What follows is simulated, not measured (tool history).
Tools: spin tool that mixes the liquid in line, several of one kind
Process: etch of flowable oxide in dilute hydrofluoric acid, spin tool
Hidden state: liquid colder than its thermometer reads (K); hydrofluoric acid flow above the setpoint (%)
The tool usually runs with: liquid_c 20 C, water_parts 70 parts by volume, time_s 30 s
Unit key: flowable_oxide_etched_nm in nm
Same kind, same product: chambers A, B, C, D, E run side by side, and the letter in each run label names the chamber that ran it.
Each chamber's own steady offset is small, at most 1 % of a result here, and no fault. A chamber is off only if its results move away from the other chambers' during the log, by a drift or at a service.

run	day	liquid_c	water_parts	time_s	hours since the thermometer was replaced	hours since the hydrofluoric acid flow meter was replaced	read-back film thickness of the flowable oxide reference wafer, read on the same gauge (nm)	flowable_oxide_etched_nm
1D	0.258	20	70	30	397.4	1937	140	14.433
2E	0.446	20	70	30	12	327.9	140	14.219
3C	0.612	20	70	30	983.9	188.1	140.03	14.413
4B	0.779	20	70	30	291.8	125.6	140	14.22
5A	1.071	20	70	30	1900.2	1880.1	139.99	14.439
6B	1.3	20	70	30	304.3	138.1	140.02	14.207
7C	1.5	20	70	30	1005.2	209.4	139.98	14.095
8A	1.775	20	70	30	1917.1	1897	140.01	14.317
9E	1.929	20	70	30	47.6	363.5	139.98	14.365
10D	2.179	20	70	30	443.5	1983.1	140	14.299
11B	2.396	17	70	20	330.6	164.4	139.99	8.3063
12C	2.617	17	70	20	1032	236.2	140.02	8.3343
13A	2.892	17	70	20	1943.9	1923.8	140	8.3522
# day 2.954: chamber A: hydrofluoric acid flow meter replaced
14D	3.067	17	70	20	464.8	2004.4	139.97	8.483
15E	3.217	17	70	20	78.5	394.4	140	8.3988
16B	3.512	23	70	30	357.4	191.2	140.02	15.963
17C	3.821	23	70	30	1060.9	265.1	140.03	16.044
18E	4.075	23	70	30	99.1	415	139.98	16.105
19D	4.329	23	70	30	495.1	2034.7	140.02	16.408
20A	4.504	23	70	30	1982.6	37.2	140.01	16.536
# day 4.758: chamber D: hydrofluoric acid flow meter replaced
21B	4.808	20	70	30	388.5	222.3	140.02	14.106
22C	5.008	20	70	30	1089.4	293.6	140	14.116
23A	5.312	20	70	30	2002	56.6	140	14.34
24D	5.55	20	70	30	524.4	19	139.98	14.528
25E	5.829	20	70	30	141.2	457.1	140	14.316
26A	6.088	20	70	30	2020.6	75.2	140.02	14.206
27C	6.404	20	70	30	1122.9	327.1	139.98	14.286
28E	6.588	20	70	30	159.4	475.3	140.01	14.191
29D	6.871	20	70	30	556.1	50.7	140.02	14.555
30B	7.017	18.5	70	30	441.5	275.3	140.01	13.246
# day 7.104: chamber C: thermometer replaced
31E	7.283	18.5	70	30	176.1	492	140	13.284
32D	7.529	18.5	70	30	571.9	66.5	140.01	13.501
33C	7.8	18.5	70	30	16.7	360.6	139.99	13.339
34B	7.988	18.5	70	30	464.8	298.6	140	13.4
35A	8.183	20	70	30	2070.9	125.5	139.99	14.482
36A	8.45	20	70	30	2077.3	131.9	139.99	14.321
37E	8.658	20	70	30	209.1	525	139.98	14.251
38C	8.925	20	70	30	43.7	387.6	139.98	14.298
39B	9.171	20	100	15	493.2	327	139.99	4.7774
40D	9.425	20	100	15	617.4	112	140.01	4.8595

Has any chamber moved away from the others, gradually or after a service, or does the common gauge drift, or do the chambers differ only by their own small steady offsets? State the chamber and the most likely cause if one applies.

All chambers stay in line apart from their small fixed offsets, and the gauge does not drift.
